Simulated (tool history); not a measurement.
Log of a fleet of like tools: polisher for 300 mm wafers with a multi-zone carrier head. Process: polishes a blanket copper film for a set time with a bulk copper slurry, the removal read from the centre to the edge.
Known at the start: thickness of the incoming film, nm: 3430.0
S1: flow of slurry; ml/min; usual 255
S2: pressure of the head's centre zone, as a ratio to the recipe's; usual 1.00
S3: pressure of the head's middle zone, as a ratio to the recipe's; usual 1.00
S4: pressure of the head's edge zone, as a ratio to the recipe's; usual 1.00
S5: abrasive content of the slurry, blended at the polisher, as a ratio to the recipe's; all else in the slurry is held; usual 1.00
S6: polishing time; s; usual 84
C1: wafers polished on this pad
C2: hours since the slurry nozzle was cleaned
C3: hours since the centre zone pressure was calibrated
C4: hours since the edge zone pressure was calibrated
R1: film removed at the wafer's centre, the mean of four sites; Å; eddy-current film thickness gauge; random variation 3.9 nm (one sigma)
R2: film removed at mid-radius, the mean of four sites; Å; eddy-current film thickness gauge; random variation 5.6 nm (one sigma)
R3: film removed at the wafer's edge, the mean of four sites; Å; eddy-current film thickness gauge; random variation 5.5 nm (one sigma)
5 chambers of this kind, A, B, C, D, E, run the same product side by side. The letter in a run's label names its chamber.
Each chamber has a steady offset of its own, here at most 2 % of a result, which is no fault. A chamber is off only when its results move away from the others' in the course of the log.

run	hour	S1	S2	S3	S4	S5	S6	C1	C2	C3	C4	R1	R2	R3
1C	12.4	255	1.00	1.00	1.00	1.00	84	602	353.0	1138.2	217.4	4457.8	4414.5	4314.6
# hour 15.6: chamber E: worn pad replaced by a new one
# hour 18.3: chamber A: centre zone pressure recalibrated
2B	24.1	255	1.00	1.00	1.00	1.00	84	531	191.1	805.8	330.1	4515.6	4527.6	4472.7
# hour 31.4: chamber A: worn pad replaced by a new one
3A	34.8	255	1.00	1.00	1.00	1.00	84	43	173.7	16.6	53.1	4493.9	4445.7	4493.8
4E	42.4	255	1.00	1.00	1.00	1.00	84	340	91.3	912.7	174.1	4523.5	4544.7	4419.7
# hour 46.1: chamber B: worn pad replaced by a new one
5D	54.9	255	1.00	1.00	1.09	1.00	84	740	219.5	136.0	392.9	4416.6	4355.8	4833.4
# hour 64.4: chamber D: worn pad replaced by a new one
6D	67.8	255	1.00	1.00	1.09	1.00	84	44	232.4	148.9	405.8	4515.6	4441.9	4650.6
7B	75.6	255	1.00	1.00	1.09	1.00	84	375	242.6	857.3	381.6	4528.4	4541.0	4730.3
8C	84.1	255	1.00	1.00	1.09	1.00	84	1513	424.7	1209.9	289.1	4444.4	4473.3	4649.5
9A	91.4	255	1.00	1.00	1.09	1.00	84	762	230.3	73.2	109.7	4542.3	4388.4	4736.0
# hour 98.6: chamber A: worn pad replaced by a new one
10E	98.6	255	1.00	1.00	1.00	1.00	84	1054	147.5	968.9	230.3	4466.1	4509.3	4399.3
11A	105.0	255	1.00	1.00	1.00	1.00	84	82	243.9	86.8	123.3	4457.5	4455.6	4428.1
# hour 105.8: chamber C: slurry nozzle cleaned
12E	113.5	320	1.00	1.00	1.00	1.00	84	1243	162.4	983.8	245.2	4611.1	4639.8	4609.2
# hour 117.8: chamber B: worn pad replaced by a new one
13D	121.0	320	1.00	1.00	1.00	1.00	84	719	285.6	202.1	459.0	4579.7	4505.9	4632.8
# hour 125.3: chamber E: worn pad replaced by a new one
14B	131.1	320	1.00	1.00	1.00	1.00	84	169	298.1	912.8	437.1	4614.7	4623.5	4585.8
# hour 135.5: chamber D: worn pad replaced by a new one
# hour 135.6: chamber C: centre zone pressure recalibrated
15C	139.4	320	1.00	1.00	1.00	1.00	84	2215	33.6	3.9	344.4	4619.7	4581.9	4484.6
16C	146.4	320	1.00	1.00	1.00	1.00	84	2304	40.6	10.9	351.4	4591.9	4545.3	4514.0
17B	157.0	255	1.00	1.00	1.00	1.00	84	498	324.0	938.7	463.0	4491.2	4575.3	4566.8
# hour 163.0: chamber A: worn pad replaced by a new one
18D	169.3	255	1.06	0.91	1.00	1.00	84	430	333.9	250.4	507.3	4796.5	4075.4	4438.2
19E	180.4	255	1.06	0.91	1.00	1.00	84	699	229.3	1050.7	312.1	4761.6	4074.0	4475.4
# hour 182.8: chamber B: worn pad replaced by a new one
# hour 190.8: chamber A: slurry nozzle cleaned
20A	193.2	255	1.06	0.91	1.00	1.00	84	384	2.4	175.0	211.5	4808.5	4051.5	4543.0
21E	203.6	255	1.06	0.91	1.00	1.00	84	994	252.5	1073.9	335.3	4734.4	4237.9	4466.4
# hour 205.3: chamber D: worn pad replaced by a new one
22B	210.6	255	1.06	0.91	1.00	1.00	84	353	377.6	992.3	516.6	4785.0	4146.9	4412.0
23A	219.5	255	1.00	1.00	1.00	1.00	84	718	28.7	201.3	237.8	4555.9	4417.5	4545.4
# hour 219.6: chamber B: centre zone pressure recalibrated
# hour 220.6: chamber E: worn pad replaced by a new one
# hour 223.7: chamber A: worn pad replaced by a new one
24D	229.9	255	1.00	1.00	1.00	1.00	84	312	394.5	311.0	567.9	4486.7	4449.5	4434.0
25C	240.0	255	1.00	1.00	1.00	1.00	84	3492	134.2	104.5	445.0	4280.3	4320.7	4173.2
26D	250.8	255	1.00	1.00	1.00	1.00	84	578	415.4	331.9	588.8	4505.2	4414.3	4504.9
# hour 251.3: chamber B: worn pad replaced by a new one
27C	258.0	255	1.00	1.00	1.00	1.00	84	3721	152.2	122.5	463.0	4271.9	4174.7	4300.1
28B	265.8	255	1.00	1.00	1.00	1.00	84	184	432.8	46.2	571.8	4516.9	4521.4	4510.7
29E	277.0	255	1.00	1.00	1.00	1.00	84	716	325.9	1147.3	408.7	4491.9	4538.6	4456.6
# hour 279.5: chamber D: worn pad replaced by a new one
30A	285.3	255	1.00	1.00	1.00	1.00	84	782	94.5	267.1	303.6	4509.7	4344.0	4561.0
# hour 287.0: chamber A: worn pad replaced by a new one
31A	293.8	255	1.00	1.00	1.00	1.00	84	87	103.0	275.6	312.1	4440.5	4488.5	4480.1
# hour 299.8: chamber D: slurry nozzle cleaned
32D	300.8	255	1.00	1.00	1.00	1.00	84	271	1.1	381.9	638.8	4534.8	4326.4	4566.0
33C	308.6	255	1.00	1.00	1.00	1.00	84	4363	202.8	173.1	513.6	4255.5	4306.1	4261.1
# hour 319.3: chamber E: worn pad replaced by a new one
34B	320.2	255	1.00	1.00	1.00	1.00	84	875	487.2	100.6	626.2	4494.4	4587.5	4402.2
35E	331.9	255	1.00	1.00	1.00	1.00	84	160	380.8	1202.2	463.6	4500.2	4608.6	4476.6
36E	340.0	255	1.00	1.00	1.00	1.00	84	263	388.9	1210.3	471.7	4459.9	4467.0	4361.0
37D	351.1	255	1.00	1.00	1.00	1.00	84	909	51.4	432.2	689.1	4449.1	4483.5	4450.4

All 5 chambers run these settings next. Forecast each chamber's results:
38A	360.4	255	1.00	1.00	1.00	0.85	84					?	?	?
38B	360.4	255	1.00	1.00	1.00	0.85	84					?	?	?
38C	360.4	255	1.00	1.00	1.00	0.85	84					?	?	?
38D	360.4	255	1.00	1.00	1.00	0.85	84					?	?	?
38E	360.4	255	1.00	1.00	1.00	0.85	84					?	?	?

run	R1	R2	R3
38A	4360.1	4258.5	4369.1
38B	4356.1	4340.0	4388.8
38C	4007.9	4016.6	3997.4
38D	4344.5	4263.9	4235.0
38E	4250.6	4293.5	4235.9

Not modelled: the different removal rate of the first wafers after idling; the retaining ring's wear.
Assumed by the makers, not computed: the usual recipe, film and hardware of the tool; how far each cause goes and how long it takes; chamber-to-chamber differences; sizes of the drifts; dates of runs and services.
